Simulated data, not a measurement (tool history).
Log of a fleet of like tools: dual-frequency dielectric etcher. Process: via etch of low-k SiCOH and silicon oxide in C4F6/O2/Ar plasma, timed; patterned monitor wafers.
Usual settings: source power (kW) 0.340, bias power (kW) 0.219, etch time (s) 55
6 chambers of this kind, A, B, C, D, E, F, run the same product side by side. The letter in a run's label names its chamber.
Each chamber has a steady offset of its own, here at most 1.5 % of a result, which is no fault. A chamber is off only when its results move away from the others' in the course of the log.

| run | hour | source power (kW) | bias power (kW) | etch time (s) | hours since the last wet clean | hours since the last source power generator calibration | hours since the last bias power generator calibration | read-back reference wafer on the same gauge, depth_nm | mean etch depth across the wafer (nm) |
|---|---|---|---|---|---|---|---|---|---|
| 1E | 4.3 | 0.340 | 0.219 | 55 | 51.7 | 3761.8 | 1707.5 | 160.98 | 143.43 |
| 2F | 8.5 | 0.340 | 0.219 | 55 | 231.4 | 1229.0 | 3047.9 | 160.99 | 143.04 |
| 3B | 15.1 | 0.340 | 0.219 | 55 | 117.4 | 778.7 | 1948.2 | 161.01 | 144.38 |
| 4D | 23.8 | 0.340 | 0.219 | 55 | 65.1 | 1131.4 | 2440.8 | 161.14 | 143.26 |
| 5C | 31.1 | 0.340 | 0.219 | 55 | 281.2 | 56.8 | 1047.9 | 161.06 | 145.03 |
| 6A | 38.0 | 0.340 | 0.219 | 55 | 501.3 | 2026.8 | 1624.4 | 161.08 | 143.14 |
| 7A | 47.4 | 0.340 | 0.248 | 55 | 510.7 | 2036.2 | 1633.8 | 161.14 | 149.46 |
| 8C | 54.1 | 0.340 | 0.248 | 55 | 304.2 | 79.8 | 1070.9 | 161.16 | 151.47 |
| 9D | 63.4 | 0.340 | 0.248 | 55 | 104.7 | 1171.0 | 2480.4 | 161.12 | 149.69 |
| 10E | 70.9 | 0.340 | 0.248 | 55 | 118.3 | 3828.4 | 1774.1 | 161.19 | 149.93 |
|  | 78.0 | chamber C: wet clean of the chamber |
| 11F | 79.3 | 0.340 | 0.248 | 55 | 302.2 | 1299.8 | 3118.7 | 161.22 | 149.42 |
| 12B | 84.4 | 0.340 | 0.248 | 55 | 186.7 | 848.0 | 2017.5 | 161.26 | 150.99 |
|  | 85.0 | chamber A: wet clean of the chamber |
| 13E | 90.8 | 0.340 | 0.219 | 55 | 138.2 | 3848.3 | 1794.0 | 161.21 | 143.72 |
|  | 96.6 | chamber B: bias power generator calibrated |
| 14D | 98.5 | 0.340 | 0.219 | 55 | 139.8 | 1206.1 | 2515.5 | 161.26 | 143.53 |
| 15C | 103.2 | 0.340 | 0.219 | 55 | 25.2 | 128.9 | 1120.0 | 161.30 | 145.62 |
| 16B | 107.7 | 0.340 | 0.219 | 55 | 210.0 | 871.3 | 11.2 | 161.32 | 144.80 |
| 17F | 115.0 | 0.340 | 0.219 | 55 | 337.9 | 1335.5 | 3154.4 | 161.33 | 143.51 |
| 18A | 122.4 | 0.260 | 0.219 | 55 | 37.4 | 2111.2 | 1708.8 | 161.33 | 129.63 |
| 19B | 130.6 | 0.260 | 0.219 | 55 | 232.9 | 894.2 | 34.1 | 161.37 | 130.65 |
| 20E | 135.0 | 0.260 | 0.219 | 55 | 182.4 | 3892.5 | 1838.2 | 161.40 | 130.21 |
| 21D | 144.3 | 0.260 | 0.219 | 55 | 185.6 | 1251.9 | 2561.3 | 161.40 | 129.91 |
| 22C | 150.7 | 0.260 | 0.219 | 55 | 72.7 | 176.4 | 1167.5 | 161.45 | 131.57 |
| 23A | 160.0 | 0.260 | 0.219 | 55 | 75.0 | 2148.8 | 1746.4 | 161.47 | 129.90 |
| 24F | 164.3 | 0.310 | 0.219 | 50 | 387.2 | 1384.8 | 3203.7 | 161.50 | 125.95 |
| 25F | 171.7 | 0.310 | 0.219 | 50 | 394.6 | 1392.2 | 3211.1 | 161.51 | 125.84 |
| 26E | 176.5 | 0.310 | 0.219 | 50 | 223.9 | 3934.0 | 1879.7 | 161.58 | 126.42 |
| 27A | 182.3 | 0.310 | 0.219 | 50 | 97.3 | 2171.1 | 1768.7 | 161.52 | 125.95 |
| 28C | 188.7 | 0.310 | 0.219 | 50 | 110.7 | 214.4 | 1205.5 | 161.55 | 127.95 |
| 29B | 197.4 | 0.310 | 0.219 | 50 | 299.7 | 961.0 | 100.9 | 161.55 | 126.99 |
| 30D | 203.8 | 0.340 | 0.219 | 55 | 245.1 | 1311.4 | 2620.8 | 161.59 | 144.08 |
| 31B | 208.7 | 0.340 | 0.219 | 55 | 311.0 | 972.3 | 112.2 | 161.58 | 144.61 |
| 32C | 213.1 | 0.340 | 0.219 | 55 | 135.1 | 238.8 | 1229.9 | 161.56 | 145.71 |
| 33D | 218.1 | 0.340 | 0.219 | 55 | 259.4 | 1325.7 | 2635.1 | 161.66 | 144.20 |
| 34E | 225.7 | 0.340 | 0.219 | 55 | 273.1 | 3983.2 | 1928.9 | 161.69 | 143.97 |
| 35A | 232.2 | 0.340 | 0.219 | 55 | 147.2 | 2221.0 | 1818.6 | 161.67 | 143.94 |
| 36F | 236.3 | 0.340 | 0.219 | 55 | 459.2 | 1456.8 | 3275.7 | 161.68 | 143.72 |
| 37C | 244.2 | 0.340 | 0.219 | 55 | 166.2 | 269.9 | 1261.0 | 161.72 | 145.84 |
|  | 244.5 | chamber F: wet clean of the chamber |
| 38A | 251.5 | 0.340 | 0.219 | 55 | 166.5 | 2240.3 | 1837.9 | 161.73 | 143.97 |
| 39F | 258.1 | 0.340 | 0.219 | 55 | 13.7 | 1478.6 | 3297.5 | 161.77 | 143.67 |

Is one chamber off against the others, does the gauge drift, or is nothing wrong? If a chamber is off, say which, and what the likeliest cause is.

The gauge drifts, so all chambers seem to drift together. No chamber is off.
Cause: gauge reads high (%) = 0.485.
